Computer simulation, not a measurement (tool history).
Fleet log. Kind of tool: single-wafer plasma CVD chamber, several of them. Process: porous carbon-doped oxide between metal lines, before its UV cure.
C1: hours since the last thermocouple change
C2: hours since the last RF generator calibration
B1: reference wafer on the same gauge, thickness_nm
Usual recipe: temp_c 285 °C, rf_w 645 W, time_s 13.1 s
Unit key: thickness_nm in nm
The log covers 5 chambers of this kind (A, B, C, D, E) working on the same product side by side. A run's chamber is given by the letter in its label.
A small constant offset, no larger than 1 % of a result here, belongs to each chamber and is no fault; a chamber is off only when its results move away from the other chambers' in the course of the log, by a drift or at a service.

{"run": "1D", "hour": 2.4, "temp_c": 285, "rf_w": 645, "time_s": 13.1, "C1": 2771.0, "C2": 1180.0, "B1": 100.08, "thickness_nm": 94.178}
{"run": "2E", "hour": 6.7, "temp_c": 285, "rf_w": 645, "time_s": 13.1, "C1": 1259.1, "C2": 1540.9, "B1": 100.09, "thickness_nm": 94.566}
{"run": "3B", "hour": 10.8, "temp_c": 285, "rf_w": 645, "time_s": 13.1, "C1": 586.0, "C2": 103.1, "B1": 100.03, "thickness_nm": 93.098}
{"run": "4C", "hour": 13.4, "temp_c": 285, "rf_w": 645, "time_s": 13.1, "C1": 1749.8, "C2": 1341.9, "B1": 100.06, "thickness_nm": 94.05}
{"run": "5A", "hour": 16.5, "temp_c": 285, "rf_w": 645, "time_s": 13.1, "C1": 763.1, "C2": 793.3, "B1": 100.02, "thickness_nm": 93.53}
{"run": "6C", "hour": 20.7, "temp_c": 285, "rf_w": 645, "time_s": 13.1, "C1": 1757.1, "C2": 1349.2, "B1": 99.978, "thickness_nm": 93.76}
{"run": "7B", "hour": 24.3, "temp_c": 285, "rf_w": 645, "time_s": 13.1, "C1": 599.5, "C2": 116.6, "B1": 100.0, "thickness_nm": 93.473}
{"run": "8E", "hour": 27.7, "temp_c": 285, "rf_w": 645, "time_s": 13.1, "C1": 1280.1, "C2": 1561.9, "B1": 99.955, "thickness_nm": 94.395}
{"run": "9D", "hour": 31.2, "temp_c": 285, "rf_w": 645, "time_s": 13.1, "C1": 2799.8, "C2": 1208.8, "B1": 99.967, "thickness_nm": 94.261}
{"run": "10A", "hour": 35.3, "temp_c": 285, "rf_w": 645, "time_s": 13.1, "C1": 781.9, "C2": 812.1, "B1": 99.886, "thickness_nm": 93.338}
{"run": "11C", "hour": 40.0, "temp_c": 285, "rf_w": 645, "time_s": 13.1, "C1": 1776.4, "C2": 1368.5, "B1": 99.908, "thickness_nm": 93.218}
{"run": "12D", "hour": 44.8, "temp_c": 285, "rf_w": 645, "time_s": 13.1, "C1": 2813.4, "C2": 1222.4, "B1": 99.861, "thickness_nm": 94.008}
{"run": "13A", "hour": 48.6, "temp_c": 300, "rf_w": 645, "time_s": 14.5, "C1": 795.2, "C2": 825.4, "B1": 99.902, "thickness_nm": 94.333}
{"run": "14B", "hour": 51.7, "temp_c": 300, "rf_w": 645, "time_s": 14.5, "C1": 626.9, "C2": 144.0, "B1": 99.859, "thickness_nm": 93.783}
{"run": "15E", "hour": 53.8, "temp_c": 300, "rf_w": 645, "time_s": 14.5, "C1": 1306.2, "C2": 1588.0, "B1": 99.849, "thickness_nm": 95.332}
{"run": "16E", "hour": 57.5, "temp_c": 300, "rf_w": 645, "time_s": 14.5, "C1": 1309.9, "C2": 1591.7, "B1": 99.834, "thickness_nm": 95.016}
{"run": "17A", "hour": 60.9, "temp_c": 300, "rf_w": 645, "time_s": 14.5, "C1": 807.5, "C2": 837.7, "B1": 99.783, "thickness_nm": 93.893}
{"run": "18D", "hour": 65.4, "temp_c": 285, "rf_w": 645, "time_s": 13.1, "C1": 2834.0, "C2": 1243.0, "B1": 99.808, "thickness_nm": 93.956}
{"run": "19B", "hour": 67.8, "temp_c": 285, "rf_w": 645, "time_s": 13.1, "C1": 643.0, "C2": 160.1, "B1": 99.754, "thickness_nm": 92.6}
{"run": "20C", "hour": 71.6, "temp_c": 285, "rf_w": 645, "time_s": 13.1, "C1": 1808.0, "C2": 1400.1, "B1": 99.762, "thickness_nm": 93.362}
{"run": "21A", "hour": 75.6, "temp_c": 285, "rf_w": 645, "time_s": 13.1, "C1": 822.2, "C2": 852.4, "B1": 99.754, "thickness_nm": 93.311}
{"run": "22D", "hour": 77.8, "temp_c": 285, "rf_w": 645, "time_s": 13.1, "C1": 2846.4, "C2": 1255.4, "B1": 99.766, "thickness_nm": 93.842}
{"run": "23B", "hour": 82.4, "temp_c": 292, "rf_w": 645, "time_s": 13.1, "C1": 657.6, "C2": 174.7, "B1": 99.728, "thickness_nm": 88.828}
{"run": "24E", "hour": 84.9, "temp_c": 292, "rf_w": 645, "time_s": 13.1, "C1": 1337.3, "C2": 1619.1, "B1": 99.713, "thickness_nm": 90.395}
{"run": "25C", "hour": 88.5, "temp_c": 292, "rf_w": 645, "time_s": 13.1, "C1": 1824.9, "C2": 1417.0, "B1": 99.697, "thickness_nm": 89.774}
{"run": "26A", "hour": 92.2, "temp_c": 292, "rf_w": 645, "time_s": 13.1, "C1": 838.8, "C2": 869.0, "B1": 99.675, "thickness_nm": 89.206}
{"run": "27E", "hour": 96.2, "temp_c": 292, "rf_w": 645, "time_s": 13.1, "C1": 1348.6, "C2": 1630.4, "B1": 99.627, "thickness_nm": 90.172}
{"run": "28D", "hour": 100.4, "temp_c": 278, "rf_w": 645, "time_s": 12.3, "C1": 2869.0, "C2": 1278.0, "B1": 99.651, "thickness_nm": 92.053}
{"run": "29B", "hour": 105.0, "temp_c": 278, "rf_w": 645, "time_s": 12.3, "C1": 680.2, "C2": 197.3, "B1": 99.609, "thickness_nm": 91.293}
{"run": "30C", "hour": 108.8, "temp_c": 278, "rf_w": 645, "time_s": 12.3, "C1": 1845.2, "C2": 1437.3, "B1": 99.595, "thickness_nm": 91.684}
{"run": "31E", "hour": 113.3, "temp_c": 278, "rf_w": 645, "time_s": 12.3, "C1": 1365.7, "C2": 1647.5, "B1": 99.572, "thickness_nm": 92.791}
{"run": "32C", "hour": 116.6, "temp_c": 278, "rf_w": 645, "time_s": 12.3, "C1": 1853.0, "C2": 1445.1, "B1": 99.546, "thickness_nm": 91.55}
{"run": "33A", "hour": 119.3, "temp_c": 285, "rf_w": 645, "time_s": 13.1, "C1": 865.9, "C2": 896.1, "B1": 99.532, "thickness_nm": 93.023}
{"run": "34D", "hour": 123.1, "temp_c": 285, "rf_w": 645, "time_s": 13.1, "C1": 2891.7, "C2": 1300.7, "B1": 99.534, "thickness_nm": 93.856}
{"hour": 124.0, "done": "chamber E: thermocouple changed; heater temperature recalibrated"}
{"run": "35B", "hour": 125.5, "temp_c": 285, "rf_w": 645, "time_s": 11.2, "C1": 700.7, "C2": 217.8, "B1": 99.521, "thickness_nm": 79.528}
{"run": "36D", "hour": 128.7, "temp_c": 285, "rf_w": 645, "time_s": 11.2, "C1": 2897.3, "C2": 1306.3, "B1": 99.512, "thickness_nm": 80.491}
{"run": "37B", "hour": 131.4, "temp_c": 285, "rf_w": 645, "time_s": 11.2, "C1": 706.6, "C2": 223.7, "B1": 99.514, "thickness_nm": 79.854}
{"run": "38C", "hour": 135.4, "temp_c": 285, "rf_w": 645, "time_s": 11.2, "C1": 1871.8, "C2": 1463.9, "B1": 99.467, "thickness_nm": 79.8}
{"run": "39E", "hour": 138.0, "temp_c": 285, "rf_w": 645, "time_s": 11.2, "C1": 14.1, "C2": 1672.2, "B1": 99.547, "thickness_nm": 80.962}
{"run": "40A", "hour": 140.6, "temp_c": 285, "rf_w": 645, "time_s": 13.1, "C1": 887.2, "C2": 917.4, "B1": 99.446, "thickness_nm": 92.947}
{"run": "41D", "hour": 143.8, "temp_c": 285, "rf_w": 645, "time_s": 13.1, "C1": 2912.4, "C2": 1321.4, "B1": 99.387, "thickness_nm": 93.689}
{"run": "42C", "hour": 148.6, "temp_c": 285, "rf_w": 645, "time_s": 13.1, "C1": 1885.0, "C2": 1477.1, "B1": 99.404, "thickness_nm": 92.99}

Each of the 5 chambers runs these same settings next. Fill in every chamber's results:
{"run": "43A", "hour": 152.1, "temp_c": 285, "rf_w": 645, "time_s": 13.1, "thickness_nm": "?"}
{"run": "43B", "hour": 152.1, "temp_c": 285, "rf_w": 645, "time_s": 13.1, "thickness_nm": "?"}
{"run": "43C", "hour": 152.1, "temp_c": 285, "rf_w": 645, "time_s": 13.1, "thickness_nm": "?"}
{"run": "43D", "hour": 152.1, "temp_c": 285, "rf_w": 645, "time_s": 13.1, "thickness_nm": "?"}
{"run": "43E", "hour": 152.1, "temp_c": 285, "rf_w": 645, "time_s": 13.1, "thickness_nm": "?"}

run=43A thickness_nm=92.949
run=43B thickness_nm=92.707
run=43C thickness_nm=92.958
run=43D thickness_nm=93.534
run=43E thickness_nm=93.952
